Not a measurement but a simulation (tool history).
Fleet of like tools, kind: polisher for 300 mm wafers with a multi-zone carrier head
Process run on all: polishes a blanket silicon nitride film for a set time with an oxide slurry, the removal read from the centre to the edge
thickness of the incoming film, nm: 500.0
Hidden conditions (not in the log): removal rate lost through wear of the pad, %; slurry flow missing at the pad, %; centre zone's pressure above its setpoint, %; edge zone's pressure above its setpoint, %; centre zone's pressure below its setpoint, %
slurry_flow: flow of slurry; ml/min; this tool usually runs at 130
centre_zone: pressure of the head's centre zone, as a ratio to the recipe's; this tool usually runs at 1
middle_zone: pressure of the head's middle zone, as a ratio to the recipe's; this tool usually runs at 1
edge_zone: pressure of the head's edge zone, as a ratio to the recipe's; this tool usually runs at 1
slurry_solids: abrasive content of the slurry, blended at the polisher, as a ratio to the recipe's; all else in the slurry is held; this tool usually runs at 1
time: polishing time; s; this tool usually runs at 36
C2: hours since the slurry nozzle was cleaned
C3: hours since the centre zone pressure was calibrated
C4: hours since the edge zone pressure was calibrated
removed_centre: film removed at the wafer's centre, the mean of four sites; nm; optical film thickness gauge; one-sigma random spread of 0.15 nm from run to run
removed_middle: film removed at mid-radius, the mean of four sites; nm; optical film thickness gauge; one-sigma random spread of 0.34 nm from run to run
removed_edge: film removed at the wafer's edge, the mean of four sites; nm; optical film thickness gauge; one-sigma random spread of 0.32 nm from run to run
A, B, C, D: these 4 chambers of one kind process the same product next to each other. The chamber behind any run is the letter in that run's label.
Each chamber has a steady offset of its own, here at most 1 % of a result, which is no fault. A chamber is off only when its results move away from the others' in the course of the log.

run 1B hour=5.7 | slurry_flow=130 centre_zone=1 middle_zone=1 edge_zone=1 slurry_solids=1 time=36 | wafers_polished_on_this_pad=96 C2=482 C3=149.4 C4=1041.9 | removed_centre=23.449 removed_middle=23.395 removed_edge=23.041
-- hour=9.4 chamber C: worn pad replaced by a new one
run 2A hour=10 | slurry_flow=130 centre_zone=1 middle_zone=1 edge_zone=1 slurry_solids=1 time=36 | wafers_polished_on_this_pad=662 C2=181.3 C3=445.6 C4=255.2 | removed_centre=23.382 removed_middle=23.124 removed_edge=22.796
run 3D hour=15.9 | slurry_flow=130 centre_zone=1 middle_zone=1 edge_zone=1 slurry_solids=1 time=36 | wafers_polished_on_this_pad=215 C2=80.6 C3=1256.9 C4=425.8 | removed_centre=22.906 removed_middle=23.478 removed_edge=23.81
run 4C hour=20.2 | slurry_flow=130 centre_zone=1 middle_zone=1 edge_zone=1 slurry_solids=1 time=36 | wafers_polished_on_this_pad=80 C2=217.1 C3=545.9 C4=333 | removed_centre=22.979 removed_middle=23.655 removed_edge=22.656
run 5D hour=24.3 | slurry_flow=130 centre_zone=1 middle_zone=1 edge_zone=1 slurry_solids=1 time=36 | wafers_polished_on_this_pad=277 C2=89 C3=1265.3 C4=434.2 | removed_centre=22.875 removed_middle=23.313 removed_edge=23.173
run 6B hour=27.3 | slurry_flow=100 centre_zone=1 middle_zone=1 edge_zone=1 slurry_solids=1 time=36 | wafers_polished_on_this_pad=257 C2=503.6 C3=171 C4=1063.5 | removed_centre=21.459 removed_middle=22.198 removed_edge=21.994
run 7C hour=31.5 | slurry_flow=100 centre_zone=1 middle_zone=1 edge_zone=1 slurry_solids=1 time=36 | wafers_polished_on_this_pad=165 C2=228.4 C3=557.2 C4=344.3 | removed_centre=21.405 removed_middle=21.998 removed_edge=22.225
run 8A hour=35.2 | slurry_flow=100 centre_zone=1 middle_zone=1 edge_zone=1 slurry_solids=1 time=36 | wafers_polished_on_this_pad=850 C2=206.5 C3=470.8 C4=280.4 | removed_centre=21.228 removed_middle=21.792 removed_edge=22.25
run 9B hour=40 | slurry_flow=100 centre_zone=1 middle_zone=1 edge_zone=1 slurry_solids=1 time=36 | wafers_polished_on_this_pad=352 C2=516.3 C3=183.7 C4=1076.2 | removed_centre=21.669 removed_middle=22.11 removed_edge=22.379
run 10D hour=45.3 | slurry_flow=130 centre_zone=1 middle_zone=1 edge_zone=1 slurry_solids=1 time=36 | wafers_polished_on_this_pad=434 C2=110 C3=1286.3 C4=455.2 | removed_centre=22.884 removed_middle=22.771 removed_edge=23.291
-- hour=47.3 chamber D: worn pad replaced by a new one
run 11A hour=50.2 | slurry_flow=130 centre_zone=1 middle_zone=1.06 edge_zone=1 slurry_solids=1 time=27 | wafers_polished_on_this_pad=962 C2=221.5 C3=485.8 C4=295.4 | removed_centre=17.46 removed_middle=18.575 removed_edge=17.515
run 12C hour=55.2 | slurry_flow=130 centre_zone=1 middle_zone=1.06 edge_zone=1 slurry_solids=1 time=27 | wafers_polished_on_this_pad=341 C2=252.1 C3=580.9 C4=368 | removed_centre=17.163 removed_middle=18.224 removed_edge=17.413
run 13A hour=61.1 | slurry_flow=130 centre_zone=1 middle_zone=1.06 edge_zone=1 slurry_solids=1 time=27 | wafers_polished_on_this_pad=1043 C2=232.4 C3=496.7 C4=306.3 | removed_centre=17.241 removed_middle=18.079 removed_edge=17.673
run 14B hour=66.4 | slurry_flow=130 centre_zone=1 middle_zone=1.06 edge_zone=1 slurry_solids=1 time=27 | wafers_polished_on_this_pad=548 C2=542.7 C3=210.1 C4=1102.6 | removed_centre=17.569 removed_middle=18.952 removed_edge=17.314
run 15C hour=71.6 | slurry_flow=130 centre_zone=1 middle_zone=1 edge_zone=1 slurry_solids=1 time=36 | wafers_polished_on_this_pad=463 C2=268.5 C3=597.3 C4=384.4 | removed_centre=23.266 removed_middle=23.97 removed_edge=23.016
-- hour=73.2 chamber D: centre zone pressure recalibrated
run 16D hour=75.6 | slurry_flow=130 centre_zone=1 middle_zone=1 edge_zone=1 slurry_solids=1 time=36 | wafers_polished_on_this_pad=211 C2=140.3 C3=2.4 C4=485.5 | removed_centre=23.106 removed_middle=23.75 removed_edge=23.382
-- hour=78.7 chamber B: slurry nozzle cleaned
-- hour=78.8 chamber A: worn pad replaced by a new one
run 17D hour=81 | slurry_flow=130 centre_zone=1 middle_zone=1 edge_zone=1 slurry_solids=1 time=36 | wafers_polished_on_this_pad=251 C2=145.7 C3=7.8 C4=490.9 | removed_centre=23.372 removed_middle=23.846 removed_edge=23.243
run 18B hour=87.2 | slurry_flow=130 centre_zone=1 middle_zone=1 edge_zone=1 slurry_solids=1 time=36 | wafers_polished_on_this_pad=703 C2=8.5 C3=230.9 C4=1123.4 | removed_centre=23.204 removed_middle=23.528 removed_edge=23.146
run 19A hour=90.8 | slurry_flow=130 centre_zone=1 middle_zone=1 edge_zone=1 slurry_solids=1 time=36 | wafers_polished_on_this_pad=89 C2=262.1 C3=526.4 C4=336 | removed_centre=23.129 removed_middle=23.278 removed_edge=23.465
run 20C hour=94.3 | slurry_flow=130 centre_zone=1 middle_zone=0.93 edge_zone=1 slurry_solids=1 time=36 | wafers_polished_on_this_pad=632 C2=291.2 C3=620 C4=407.1 | removed_centre=23.612 removed_middle=21.75 removed_edge=23.064
run 21D hour=98.2 | slurry_flow=130 centre_zone=1 middle_zone=0.93 edge_zone=1 slurry_solids=1 time=36 | wafers_polished_on_this_pad=379 C2=162.9 C3=25 C4=508.1 | removed_centre=23.069 removed_middle=21.961 removed_edge=23.638
run 22C hour=104.4 | slurry_flow=130 centre_zone=1 middle_zone=0.93 edge_zone=1 slurry_solids=1 time=36 | wafers_polished_on_this_pad=707 C2=301.3 C3=630.1 C4=417.2 | removed_centre=23.718 removed_middle=22.313 removed_edge=23.475
-- hour=109.5 chamber D: edge zone pressure recalibrated
-- hour=109.6 chamber D: worn pad replaced by a new one
run 23B hour=110.1 | slurry_flow=130 centre_zone=1 middle_zone=0.93 edge_zone=1 slurry_solids=1 time=36 | wafers_polished_on_this_pad=874 C2=31.4 C3=253.8 C4=1146.3 | removed_centre=23.331 removed_middle=21.406 removed_edge=22.744
run 24A hour=115.2 | slurry_flow=130 centre_zone=1 middle_zone=1 edge_zone=1 slurry_solids=1 time=36 | wafers_polished_on_this_pad=271 C2=286.5 C3=550.8 C4=360.4 | removed_centre=23.276 removed_middle=23.178 removed_edge=23.04
run 25C hour=121.5 | slurry_flow=130 centre_zone=1 middle_zone=1 edge_zone=1 slurry_solids=1 time=36 | wafers_polished_on_this_pad=835 C2=318.4 C3=647.2 C4=434.3 | removed_centre=24.235 removed_middle=22.467 removed_edge=23.241
-- hour=123.3 chamber A: slurry nozzle cleaned
run 26B hour=127 | slurry_flow=130 centre_zone=1 middle_zone=1 edge_zone=1 slurry_solids=1 time=36 | wafers_polished_on_this_pad=1000 C2=48.3 C3=270.7 C4=1163.2 | removed_centre=23.269 removed_middle=23.057 removed_edge=22.69
run 27D hour=132.4 | slurry_flow=130 centre_zone=1 middle_zone=1 edge_zone=1 slurry_solids=1 time=36 | wafers_polished_on_this_pad=169 C2=197.1 C3=59.2 C4=22.9 | removed_centre=22.957 removed_middle=22.886 removed_edge=23.005
run 28A hour=138.3 | slurry_flow=130 centre_zone=1 middle_zone=1 edge_zone=1 slurry_solids=1 time=36 | wafers_polished_on_this_pad=443 C2=15.1 C3=573.9 C4=383.5 | removed_centre=23.288 removed_middle=23.155 removed_edge=23.359
run 29C hour=142.5 | slurry_flow=130 centre_zone=1 middle_zone=1 edge_zone=1 slurry_solids=1 time=36 | wafers_polished_on_this_pad=991 C2=339.4 C3=668.2 C4=455.3 | removed_centre=24.535 removed_middle=23.74 removed_edge=22.762
run 30A hour=145.7 | slurry_flow=130 centre_zone=1 middle_zone=1 edge_zone=1 slurry_solids=1 time=36 | wafers_polished_on_this_pad=498 C2=22.5 C3=581.3 C4=390.9 | removed_centre=23.255 removed_middle=23.018 removed_edge=23.035
run 31D hour=148.6 | slurry_flow=130 centre_zone=1 middle_zone=1.08 edge_zone=1 slurry_solids=1 time=36 | wafers_polished_on_this_pad=290 C2=213.3 C3=75.4 C4=39.1 | removed_centre=22.892 removed_middle=25.291 removed_edge=23.019
run 32B hour=154.8 | slurry_flow=130 centre_zone=1 middle_zone=1.08 edge_zone=1 slurry_solids=1 time=36 | wafers_polished_on_this_pad=1207 C2=76.1 C3=298.5 C4=1191 | removed_centre=23.122 removed_middle=25.123 removed_edge=22.939
run 33A hour=158.3 | slurry_flow=130 centre_zone=1 middle_zone=1.08 edge_zone=1 slurry_solids=1 time=36 | wafers_polished_on_this_pad=592 C2=35.1 C3=593.9 C4=403.5 | removed_centre=23.256 removed_middle=24.183 removed_edge=22.908

Which is it: a chamber that has drifted or been left off by a service, a gauge drift common to all chambers, or only each chamber's usual small offset? If a chamber is off, name it and its likeliest cause.

Little by little, chamber C moves away from the other chambers.
Cause: centre zone's pressure above its setpoint, % = 6.09.

Here are 4 candidates for chamber C's next run, each the usual settings with a change, their results left as question marks. Which one brings its results back in line with what the others give on the usual settings?
To be in line, a result may differ from the other chambers' mean on the usual settings by at most: removed_centre 0.54 nm; removed_middle 1.2 nm; removed_edge 1.1 nm
run 34C-1 hour=162.9 | slurry_flow=135 centre_zone=1.05 middle_zone=1 edge_zone=0.98 slurry_solids=1 time=36 | removed_centre=? removed_middle=? removed_edge=?
run 34C-2 hour=162.9 | slurry_flow=130 centre_zone=1.01 middle_zone=1 edge_zone=0.99 slurry_solids=1 time=36 | removed_centre=? removed_middle=? removed_edge=?
run 34C-3 hour=162.9 | slurry_flow=125 centre_zone=0.95 middle_zone=1 edge_zone=1.02 slurry_solids=1 time=36 | removed_centre=? removed_middle=? removed_edge=?
run 34C-4 hour=162.9 | slurry_flow=130 centre_zone=0.99 middle_zone=1 edge_zone=1.01 slurry_solids=1 time=36 | removed_centre=? removed_middle=? removed_edge=?

Mean of the other chambers on the usual settings: removed_centre 23.17 nm; removed_middle 23.203 nm; removed_edge 23.216 nm
run=34C-1 removed_centre=26.216 removed_middle=23.581 removed_edge=22.903
run=34C-2 removed_centre=24.907 removed_middle=23.397 removed_edge=22.896
run=34C-3 removed_centre=23.074 removed_middle=23.202 removed_edge=23.122
run=34C-4 removed_centre=24.373 removed_middle=23.399 removed_edge=23.141
Change 34C-3 lands the chamber within the allowed miss of the other chambers.
